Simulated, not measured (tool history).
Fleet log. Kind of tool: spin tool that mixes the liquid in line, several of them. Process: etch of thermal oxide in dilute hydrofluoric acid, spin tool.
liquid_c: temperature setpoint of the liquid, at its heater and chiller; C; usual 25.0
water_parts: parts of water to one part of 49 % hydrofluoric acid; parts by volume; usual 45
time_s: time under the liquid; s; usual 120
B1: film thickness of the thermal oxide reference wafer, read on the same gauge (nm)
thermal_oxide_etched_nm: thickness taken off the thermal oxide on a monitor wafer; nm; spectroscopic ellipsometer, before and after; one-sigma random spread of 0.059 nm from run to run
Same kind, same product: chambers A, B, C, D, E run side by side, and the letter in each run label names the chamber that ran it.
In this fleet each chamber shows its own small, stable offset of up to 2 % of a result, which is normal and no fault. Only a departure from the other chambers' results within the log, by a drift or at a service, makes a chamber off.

{"run": "1C", "hour": 6.3, "liquid_c": 25.0, "water_parts": 45, "time_s": 120, "B1": 49.989, "thermal_oxide_etched_nm": 14.144}
{"hour": 9.8, "done": "chamber E: hydrofluoric acid flow meter replaced"}
{"run": "2A", "hour": 11.3, "liquid_c": 25.0, "water_parts": 45, "time_s": 120, "B1": 49.977, "thermal_oxide_etched_nm": 14.126}
{"run": "3D", "hour": 16.9, "liquid_c": 25.0, "water_parts": 45, "time_s": 120, "B1": 49.966, "thermal_oxide_etched_nm": 14.135}
{"run": "4B", "hour": 23.4, "liquid_c": 25.0, "water_parts": 45, "time_s": 120, "B1": 49.988, "thermal_oxide_etched_nm": 13.831}
{"run": "5E", "hour": 28.1, "liquid_c": 25.0, "water_parts": 45, "time_s": 120, "B1": 50.023, "thermal_oxide_etched_nm": 14.124}
{"run": "6B", "hour": 31.6, "liquid_c": 25.0, "water_parts": 45, "time_s": 120, "B1": 49.993, "thermal_oxide_etched_nm": 13.887}
{"run": "7D", "hour": 37.1, "liquid_c": 25.0, "water_parts": 45, "time_s": 120, "B1": 49.966, "thermal_oxide_etched_nm": 14.092}
{"run": "8A", "hour": 40.1, "liquid_c": 25.0, "water_parts": 45, "time_s": 120, "B1": 50.002, "thermal_oxide_etched_nm": 14.149}
{"run": "9C", "hour": 46.0, "liquid_c": 25.0, "water_parts": 45, "time_s": 120, "B1": 50.029, "thermal_oxide_etched_nm": 14.125}
{"run": "10E", "hour": 49.9, "liquid_c": 25.0, "water_parts": 45, "time_s": 120, "B1": 49.99, "thermal_oxide_etched_nm": 14.003}
{"run": "11B", "hour": 56.6, "liquid_c": 25.0, "water_parts": 45, "time_s": 120, "B1": 49.962, "thermal_oxide_etched_nm": 13.881}
{"run": "12A", "hour": 62.8, "liquid_c": 29.5, "water_parts": 45, "time_s": 120, "B1": 49.992, "thermal_oxide_etched_nm": 17.075}
{"run": "13E", "hour": 68.6, "liquid_c": 29.5, "water_parts": 45, "time_s": 120, "B1": 49.976, "thermal_oxide_etched_nm": 16.772}
{"run": "14C", "hour": 72.7, "liquid_c": 29.5, "water_parts": 45, "time_s": 120, "B1": 50.022, "thermal_oxide_etched_nm": 16.841}
{"run": "15D", "hour": 77.3, "liquid_c": 29.5, "water_parts": 45, "time_s": 120, "B1": 49.996, "thermal_oxide_etched_nm": 16.824}
{"run": "16A", "hour": 82.8, "liquid_c": 29.5, "water_parts": 45, "time_s": 120, "B1": 49.995, "thermal_oxide_etched_nm": 17.026}
{"run": "17B", "hour": 89.5, "liquid_c": 25.0, "water_parts": 45, "time_s": 120, "B1": 49.998, "thermal_oxide_etched_nm": 13.866}
{"run": "18E", "hour": 95.7, "liquid_c": 25.0, "water_parts": 45, "time_s": 120, "B1": 50.005, "thermal_oxide_etched_nm": 14.026}
{"run": "19D", "hour": 99.2, "liquid_c": 25.0, "water_parts": 45, "time_s": 120, "B1": 49.99, "thermal_oxide_etched_nm": 14.105}
{"run": "20C", "hour": 104.2, "liquid_c": 20.0, "water_parts": 45, "time_s": 145, "B1": 49.991, "thermal_oxide_etched_nm": 13.866}
{"run": "21C", "hour": 109.7, "liquid_c": 20.0, "water_parts": 45, "time_s": 145, "B1": 50.0, "thermal_oxide_etched_nm": 13.868}
{"hour": 113.1, "done": "chamber B: hydrofluoric acid flow meter replaced"}
{"run": "22B", "hour": 113.7, "liquid_c": 20.0, "water_parts": 45, "time_s": 145, "B1": 49.995, "thermal_oxide_etched_nm": 13.678}
{"run": "23E", "hour": 118.6, "liquid_c": 20.0, "water_parts": 45, "time_s": 145, "B1": 50.013, "thermal_oxide_etched_nm": 13.691}
{"run": "24A", "hour": 125.1, "liquid_c": 20.0, "water_parts": 45, "time_s": 145, "B1": 49.994, "thermal_oxide_etched_nm": 13.939}
{"run": "25D", "hour": 130.9, "liquid_c": 25.0, "water_parts": 30, "time_s": 85, "B1": 50.003, "thermal_oxide_etched_nm": 15.272}
{"run": "26D", "hour": 136.6, "liquid_c": 25.0, "water_parts": 30, "time_s": 85, "B1": 49.998, "thermal_oxide_etched_nm": 15.349}
{"run": "27A", "hour": 143.2, "liquid_c": 25.0, "water_parts": 30, "time_s": 85, "B1": 50.019, "thermal_oxide_etched_nm": 15.428}
{"run": "28C", "hour": 149.5, "liquid_c": 25.0, "water_parts": 30, "time_s": 85, "B1": 49.975, "thermal_oxide_etched_nm": 15.298}
{"run": "29B", "hour": 153.1, "liquid_c": 25.0, "water_parts": 30, "time_s": 85, "B1": 50.041, "thermal_oxide_etched_nm": 14.959}
{"run": "30E", "hour": 159.3, "liquid_c": 25.0, "water_parts": 45, "time_s": 120, "B1": 49.992, "thermal_oxide_etched_nm": 14.063}
{"run": "31D", "hour": 163.4, "liquid_c": 25.0, "water_parts": 45, "time_s": 120, "B1": 50.019, "thermal_oxide_etched_nm": 14.054}
{"run": "32A", "hour": 167.6, "liquid_c": 25.0, "water_parts": 45, "time_s": 120, "B1": 49.977, "thermal_oxide_etched_nm": 14.168}
{"run": "33C", "hour": 170.8, "liquid_c": 25.0, "water_parts": 45, "time_s": 120, "B1": 49.988, "thermal_oxide_etched_nm": 14.001}
{"run": "34B", "hour": 177.7, "liquid_c": 25.0, "water_parts": 45, "time_s": 120, "B1": 49.973, "thermal_oxide_etched_nm": 13.835}
{"run": "35E", "hour": 183.7, "liquid_c": 25.0, "water_parts": 45, "time_s": 120, "B1": 49.981, "thermal_oxide_etched_nm": 14.118}
{"run": "36D", "hour": 187.7, "liquid_c": 25.0, "water_parts": 45, "time_s": 120, "B1": 49.984, "thermal_oxide_etched_nm": 14.127}
{"run": "37C", "hour": 193.1, "liquid_c": 25.0, "water_parts": 45, "time_s": 120, "B1": 50.052, "thermal_oxide_etched_nm": 14.08}

For the next run the whole fleet of 5 chambers uses the same settings. Give each chamber's results:
{"run": "38A", "hour": 198.0, "liquid_c": 25.0, "water_parts": 45, "time_s": 120, "thermal_oxide_etched_nm": "?"}
{"run": "38B", "hour": 198.0, "liquid_c": 25.0, "water_parts": 45, "time_s": 120, "thermal_oxide_etched_nm": "?"}
{"run": "38C", "hour": 198.0, "liquid_c": 25.0, "water_parts": 45, "time_s": 120, "thermal_oxide_etched_nm": "?"}
{"run": "38D", "hour": 198.0, "liquid_c": 25.0, "water_parts": 45, "time_s": 120, "thermal_oxide_etched_nm": "?"}
{"run": "38E", "hour": 198.0, "liquid_c": 25.0, "water_parts": 45, "time_s": 120, "thermal_oxide_etched_nm": "?"}

run=38A thermal_oxide_etched_nm=14.157
run=38B thermal_oxide_etched_nm=13.969
run=38C thermal_oxide_etched_nm=14.146
run=38D thermal_oxide_etched_nm=14.097
run=38E thermal_oxide_etched_nm=14.054
